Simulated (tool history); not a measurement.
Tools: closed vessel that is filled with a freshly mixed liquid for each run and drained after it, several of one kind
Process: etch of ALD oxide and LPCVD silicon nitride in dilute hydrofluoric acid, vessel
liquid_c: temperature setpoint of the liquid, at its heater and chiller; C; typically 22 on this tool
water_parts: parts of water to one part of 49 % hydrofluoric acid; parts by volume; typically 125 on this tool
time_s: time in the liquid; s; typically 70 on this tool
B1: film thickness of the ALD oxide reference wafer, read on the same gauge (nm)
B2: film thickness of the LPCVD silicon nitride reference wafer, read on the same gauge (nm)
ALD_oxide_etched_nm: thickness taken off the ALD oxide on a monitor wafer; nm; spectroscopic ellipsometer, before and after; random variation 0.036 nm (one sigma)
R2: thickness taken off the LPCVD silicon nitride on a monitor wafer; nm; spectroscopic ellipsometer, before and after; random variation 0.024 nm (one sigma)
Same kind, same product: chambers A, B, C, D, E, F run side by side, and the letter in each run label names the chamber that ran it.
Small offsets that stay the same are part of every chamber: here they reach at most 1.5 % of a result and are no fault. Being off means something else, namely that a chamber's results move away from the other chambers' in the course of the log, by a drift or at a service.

{"run": "1D", "hour": 5.6, "liquid_c": 22, "water_parts": 125, "time_s": 70, "B1": 120, "B2": 150, "ALD_oxide_etched_nm": 4.8867, "R2": 0.2397}
{"run": "2C", "hour": 12.8, "liquid_c": 22, "water_parts": 125, "time_s": 70, "B1": 120.01, "B2": 149.99, "ALD_oxide_etched_nm": 4.9273, "R2": 0.26836}
{"run": "3F", "hour": 18.6, "liquid_c": 22, "water_parts": 125, "time_s": 70, "B1": 120.03, "B2": 150.01, "ALD_oxide_etched_nm": 4.8881, "R2": 0.27948}
{"run": "4A", "hour": 23.9, "liquid_c": 22, "water_parts": 125, "time_s": 70, "B1": 120.01, "B2": 149.99, "ALD_oxide_etched_nm": 4.9273, "R2": 0.22496}
{"run": "5B", "hour": 30.3, "liquid_c": 22, "water_parts": 125, "time_s": 70, "B1": 120, "B2": 150, "ALD_oxide_etched_nm": 4.8947, "R2": 0.28273}
{"run": "6E", "hour": 38.7, "liquid_c": 22, "water_parts": 125, "time_s": 70, "B1": 120, "B2": 149.98, "ALD_oxide_etched_nm": 4.8925, "R2": 0.20117}
{"run": "7D", "hour": 50.0, "liquid_c": 22, "water_parts": 125, "time_s": 70, "B1": 120.03, "B2": 150, "ALD_oxide_etched_nm": 4.8966, "R2": 0.26275}
{"run": "8F", "hour": 58.4, "liquid_c": 22, "water_parts": 125, "time_s": 70, "B1": 120.01, "B2": 150, "ALD_oxide_etched_nm": 4.8978, "R2": 0.23368}
{"run": "9C", "hour": 65.9, "liquid_c": 22, "water_parts": 125, "time_s": 70, "B1": 120, "B2": 150, "ALD_oxide_etched_nm": 4.8582, "R2": 0.24632}
{"run": "10E", "hour": 74.4, "liquid_c": 22, "water_parts": 125, "time_s": 70, "B1": 120, "B2": 149.99, "ALD_oxide_etched_nm": 4.9299, "R2": 0.27509}
{"run": "11A", "hour": 83.3, "liquid_c": 20.5, "water_parts": 145, "time_s": 70, "B1": 119.99, "B2": 150.02, "ALD_oxide_etched_nm": 3.8633, "R2": 0.2079}
{"run": "12B", "hour": 93.4, "liquid_c": 20.5, "water_parts": 145, "time_s": 70, "B1": 119.99, "B2": 149.96, "ALD_oxide_etched_nm": 3.8256, "R2": 0.17337}
{"hour": 100.9, "done": "chamber C: thermometer replaced"}
{"run": "13C", "hour": 103.6, "liquid_c": 20.5, "water_parts": 145, "time_s": 70, "B1": 119.98, "B2": 150.02, "ALD_oxide_etched_nm": 3.9344, "R2": 0.21022}
{"run": "14F", "hour": 110.0, "liquid_c": 20.5, "water_parts": 145, "time_s": 70, "B1": 119.98, "B2": 150.01, "ALD_oxide_etched_nm": 3.8967, "R2": 0.20998}
{"run": "15B", "hour": 116.0, "liquid_c": 20.5, "water_parts": 145, "time_s": 70, "B1": 120, "B2": 149.98, "ALD_oxide_etched_nm": 3.8931, "R2": 0.23154}
{"run": "16A", "hour": 122.3, "liquid_c": 20.5, "water_parts": 145, "time_s": 70, "B1": 119.97, "B2": 149.99, "ALD_oxide_etched_nm": 3.9449, "R2": 0.15543}
{"run": "17E", "hour": 128.8, "liquid_c": 22, "water_parts": 125, "time_s": 70, "B1": 120.04, "B2": 150.02, "ALD_oxide_etched_nm": 4.9509, "R2": 0.30401}
{"run": "18D", "hour": 137.4, "liquid_c": 22, "water_parts": 125, "time_s": 70, "B1": 120.03, "B2": 150, "ALD_oxide_etched_nm": 4.9308, "R2": 0.24791}
{"run": "19C", "hour": 145.9, "liquid_c": 18.5, "water_parts": 150, "time_s": 70, "B1": 119.98, "B2": 149.99, "ALD_oxide_etched_nm": 3.429, "R2": 0.176}
{"run": "20E", "hour": 155.9, "liquid_c": 18.5, "water_parts": 150, "time_s": 70, "B1": 119.99, "B2": 150.02, "ALD_oxide_etched_nm": 3.4476, "R2": 0.16398}
{"run": "21F", "hour": 166.9, "liquid_c": 18.5, "water_parts": 150, "time_s": 70, "B1": 120.01, "B2": 150.01, "ALD_oxide_etched_nm": 3.4843, "R2": 0.16107}
{"run": "22A", "hour": 172.5, "liquid_c": 18.5, "water_parts": 150, "time_s": 70, "B1": 119.99, "B2": 149.99, "ALD_oxide_etched_nm": 3.5015, "R2": 0.18908}
{"run": "23B", "hour": 180.9, "liquid_c": 18.5, "water_parts": 150, "time_s": 70, "B1": 120.02, "B2": 150.01, "ALD_oxide_etched_nm": 3.415, "R2": 0.1671}
{"run": "24D", "hour": 189.1, "liquid_c": 18.5, "water_parts": 150, "time_s": 70, "B1": 119.97, "B2": 150, "ALD_oxide_etched_nm": 3.4451, "R2": 0.2}
{"run": "25C", "hour": 198.5, "liquid_c": 22, "water_parts": 125, "time_s": 70, "B1": 120.01, "B2": 149.99, "ALD_oxide_etched_nm": 4.9523, "R2": 0.27929}
{"run": "26B", "hour": 208.1, "liquid_c": 22, "water_parts": 125, "time_s": 70, "B1": 119.98, "B2": 150.03, "ALD_oxide_etched_nm": 4.7992, "R2": 0.25468}
{"run": "27D", "hour": 216.1, "liquid_c": 22, "water_parts": 125, "time_s": 70, "B1": 119.98, "B2": 150, "ALD_oxide_etched_nm": 4.9424, "R2": 0.25381}
{"run": "28F", "hour": 222.4, "liquid_c": 22, "water_parts": 125, "time_s": 70, "B1": 120, "B2": 149.99, "ALD_oxide_etched_nm": 4.9391, "R2": 0.27042}
{"run": "29A", "hour": 228.8, "liquid_c": 22, "water_parts": 125, "time_s": 70, "B1": 119.99, "B2": 150, "ALD_oxide_etched_nm": 4.9597, "R2": 0.2562}
{"hour": 230.6, "done": "chamber C: hydrofluoric acid flow meter replaced"}
{"run": "30E", "hour": 237.9, "liquid_c": 22, "water_parts": 125, "time_s": 70, "B1": 119.99, "B2": 150, "ALD_oxide_etched_nm": 4.9115, "R2": 0.23723}
{"run": "31C", "hour": 246.9, "liquid_c": 22, "water_parts": 125, "time_s": 70, "B1": 119.99, "B2": 150.01, "ALD_oxide_etched_nm": 4.9352, "R2": 0.24278}
{"run": "32F", "hour": 253.2, "liquid_c": 22, "water_parts": 125, "time_s": 70, "B1": 120, "B2": 150.02, "ALD_oxide_etched_nm": 5.0141, "R2": 0.21249}
{"run": "33A", "hour": 262.2, "liquid_c": 22, "water_parts": 125, "time_s": 70, "B1": 119.97, "B2": 150.01, "ALD_oxide_etched_nm": 4.9615, "R2": 0.29091}
{"run": "34B", "hour": 273.3, "liquid_c": 18, "water_parts": 125, "time_s": 95, "B1": 120, "B2": 150.03, "ALD_oxide_etched_nm": 5.649, "R2": 0.30172}
{"hour": 275.4, "done": "chamber B: thermometer replaced"}
{"run": "35D", "hour": 281.3, "liquid_c": 18, "water_parts": 125, "time_s": 95, "B1": 120, "B2": 150, "ALD_oxide_etched_nm": 5.6486, "R2": 0.25833}
{"run": "36E", "hour": 290.2, "liquid_c": 18, "water_parts": 125, "time_s": 95, "B1": 119.98, "B2": 149.97, "ALD_oxide_etched_nm": 5.7231, "R2": 0.23662}
{"run": "37F", "hour": 300.6, "liquid_c": 18, "water_parts": 125, "time_s": 95, "B1": 120.02, "B2": 150.01, "ALD_oxide_etched_nm": 5.7249, "R2": 0.28679}
{"run": "38B", "hour": 310.4, "liquid_c": 18, "water_parts": 125, "time_s": 95, "B1": 120.01, "B2": 150.02, "ALD_oxide_etched_nm": 5.7218, "R2": 0.29358}

What goes on in this fleet: one chamber off, a drifting gauge, or nothing beyond the chambers' own small offsets? Name the chamber and the cause, if any.

No chamber stands off beyond its own small offset, and the gauge holds steady.

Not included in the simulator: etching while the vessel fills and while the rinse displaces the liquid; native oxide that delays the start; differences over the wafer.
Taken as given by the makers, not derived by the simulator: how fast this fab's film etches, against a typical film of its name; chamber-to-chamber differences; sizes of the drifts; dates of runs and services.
